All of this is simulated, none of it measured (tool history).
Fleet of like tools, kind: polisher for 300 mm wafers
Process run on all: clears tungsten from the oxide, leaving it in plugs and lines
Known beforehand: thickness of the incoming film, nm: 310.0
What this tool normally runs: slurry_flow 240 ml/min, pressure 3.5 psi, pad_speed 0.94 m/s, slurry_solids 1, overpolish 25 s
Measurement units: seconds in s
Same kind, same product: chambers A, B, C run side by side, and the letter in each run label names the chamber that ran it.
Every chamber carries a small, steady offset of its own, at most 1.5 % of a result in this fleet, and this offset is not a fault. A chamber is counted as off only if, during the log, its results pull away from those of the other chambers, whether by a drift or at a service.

run,hour,slurry_flow,pressure,pad_speed,slurry_solids,overpolish,wafers polished on this pad,hours since the slurry nozzle was cleaned,hours since the head pressure was calibrated,hours since the slurry blender was calibrated,hours since the slurry got fresh peroxide,seconds
# hour 1.3: chamber B: slurry tank refilled with fresh slurry and peroxide
1C,13.6,240,3.5,0.94,1,25,624,487.5,719,83.2,113.9,75.532
# hour 18.4: chamber B: worn pad replaced by a new one
# hour 24.6: chamber C: worn pad replaced by a new one
2B,26.3,240,3.5,0.94,1,25,44,187.4,608.8,97.6,25,74.254
# hour 29.3: chamber A: slurry tank refilled with fresh slurry and peroxide
3A,33.8,240,3.5,0.94,1,25,718,94.3,285.6,83.2,4.6,74.68
# hour 47.7: chamber A: worn pad replaced by a new one
4B,48.8,240,3.5,0.94,1,25,170,209.9,631.3,120.1,47.5,74.503
# hour 53: chamber B: slurry nozzle cleaned
5A,55.9,240,3.5,0.94,1,25,46,116.4,307.7,105.3,26.7,74.733
6C,65.8,240,3.5,0.94,1,25,231,539.7,771.2,135.4,166.1,74.719
7A,80.4,240,3.5,0.94,1,25,183,140.9,332.2,129.8,51.2,75.814
# hour 82.8: chamber C: slurry blender recalibrated
8B,87.4,240,3.5,0.94,1,25,386,34.4,669.9,158.7,86.1,74.966
# hour 87.5: chamber C: slurry tank refilled with fresh slurry and peroxide
9C,95.8,240,3.5,0.94,1,25,399,569.7,801.2,13.1,8.4,75.749
# hour 108.4: chamber C: head pressure recalibrated
10A,108.4,240,3.5,0.94,1,25,340,168.9,360.2,157.8,79.2,76.012
11B,122.2,240,3.5,0.94,1,25,581,69.2,704.7,193.5,120.9,75.156
# hour 123.8: chamber A: slurry tank refilled with fresh slurry and peroxide
12C,130.2,240,3.5,0.94,1,25,591,604.1,21.9,47.5,42.8,75.777
13B,141.7,240,3.5,0.94,1,32,690,88.7,724.2,213,140.4,76.303
# hour 148.7: chamber C: worn pad replaced by a new one
# hour 151: chamber B: worn pad replaced by a new one
14A,152.7,240,3.5,0.94,1,32,588,213.2,404.5,202.1,29,75.832
# hour 162.8: chamber B: slurry tank refilled with fresh slurry and peroxide
15C,164.3,240,3.5,0.94,1,32,87,638.2,56,81.6,76.9,74.187
# hour 166.5: chamber A: slurry nozzle cleaned
16A,178.2,240,3.5,0.94,1,25,730,11.8,430,227.6,54.5,76.9
17B,187.5,240,3.5,0.94,1,25,204,134.5,770,258.8,24.7,74.284
# hour 199.6: chamber A: worn pad replaced by a new one
18C,202.8,240,3.5,0.94,1,25,303,676.7,94.5,120.1,115.4,74.984
# hour 211: chamber A: slurry tank refilled with fresh slurry and peroxide
# hour 214: chamber C: slurry blender recalibrated
19B,214.4,170,3.5,0.74,1,25,355,161.4,796.9,285.7,51.6,101.26
20A,221.2,170,3.5,0.74,1,25,121,54.8,473,270.6,10.2,101.5
21C,228.8,170,3.5,0.74,1,25,448,702.7,120.5,14.8,141.4,100.22
22C,240.5,240,3.5,0.94,1,25,514,714.4,132.2,26.5,153.1,74.606
23A,249.5,240,3.5,0.94,1,25,279,83.1,501.3,298.9,38.5,77.606
24B,259.5,240,3.5,0.94,1,25,607,206.5,842,330.8,96.7,74.435
# hour 262.2: chamber B: slurry blender recalibrated
# hour 264.3: chamber C: slurry tank refilled with fresh slurry and peroxide
# hour 270.6: chamber B: worn pad replaced by a new one
25C,274.5,240,3.5,0.94,1,25,704,748.4,166.2,60.5,10.2,75.394
# hour 276.2: chamber C: worn pad replaced by a new one
26B,286.3,240,3.5,0.94,1,25,88,233.3,868.8,24.2,123.5,74.202
27A,295.8,240,3.5,0.94,1,25,538,129.4,547.6,345.2,84.8,77.436
# hour 303.2: chamber A: slurry tank refilled with fresh slurry and peroxide
28A,303.2,240,3.5,0.94,1,25,580,136.8,555,352.6,0.1,77.583
# hour 304.5: chamber B: slurry nozzle cleaned
# hour 310.4: chamber B: head pressure recalibrated
29B,313,240,3.5,0.94,1,25,237,8.5,2.6,50.9,150.2,75.108
30C,325,240,3.5,0.94,1,25,273,798.9,216.7,111,60.7,75.298
# hour 332.7: chamber C: slurry nozzle cleaned
31C,339.3,240,3.5,0.94,1,25,353,6.7,231,125.3,75,75.026
# hour 349: chamber C: slurry blender recalibrated
# hour 351.3: chamber B: slurry tank refilled with fresh slurry and peroxide
32B,352.8,240,3.5,0.94,1,25,460,48.3,42.4,90.7,1.5,74.923
# hour 359.4: chamber A: worn pad replaced by a new one
33A,366.9,240,3.5,0.94,1,25,42,200.5,618.7,416.3,63.8,79.01
34B,378.9,240,3.5,0.94,1,25,606,74.4,68.5,116.8,27.6,73.687
# hour 385.7: chamber B: worn pad replaced by a new one
35C,391.3,240,4.4,0.94,1,25,644,58.7,283,42.4,127,60.17
# hour 391.7: chamber A: slurry tank refilled with fresh slurry and peroxide
# hour 393.1: chamber C: worn pad replaced by a new one
36A,400.8,240,4.4,0.94,1,25,231,234.4,652.6,450.2,9.2,63.178
37C,413,240,4.4,0.94,1,25,111,80.4,304.7,64.1,148.7,59.719
38B,423.3,240,3.5,0.94,1,25,211,118.8,112.9,161.2,72,75.804
39A,435.9,240,3.5,0.94,1,25,428,269.5,687.7,485.3,44.3,79.641
# hour 440.5: chamber A: slurry nozzle cleaned
40A,447.4,240,3.5,0.94,1,25,492,7,699.2,496.8,55.8,79.462
41B,455.8,240,3.5,0.94,1,25,392,151.3,145.4,193.7,104.5,75.185
42C,467.3,240,3.5,0.94,1,25,415,134.7,359,118.4,203,74.829
43A,479.9,240,3.5,0.94,1,13,674,39.5,731.7,529.3,88.3,80.396

Each of the 3 chambers runs these same settings next. Fill in every chamber's results:
44A,491,240,3.5,0.94,1,25,,,,,,?
44B,491,240,3.5,0.94,1,25,,,,,,?
44C,491,240,3.5,0.94,1,25,,,,,,?

run,seconds
44A,81.084
44B,74.205
44C,75.559
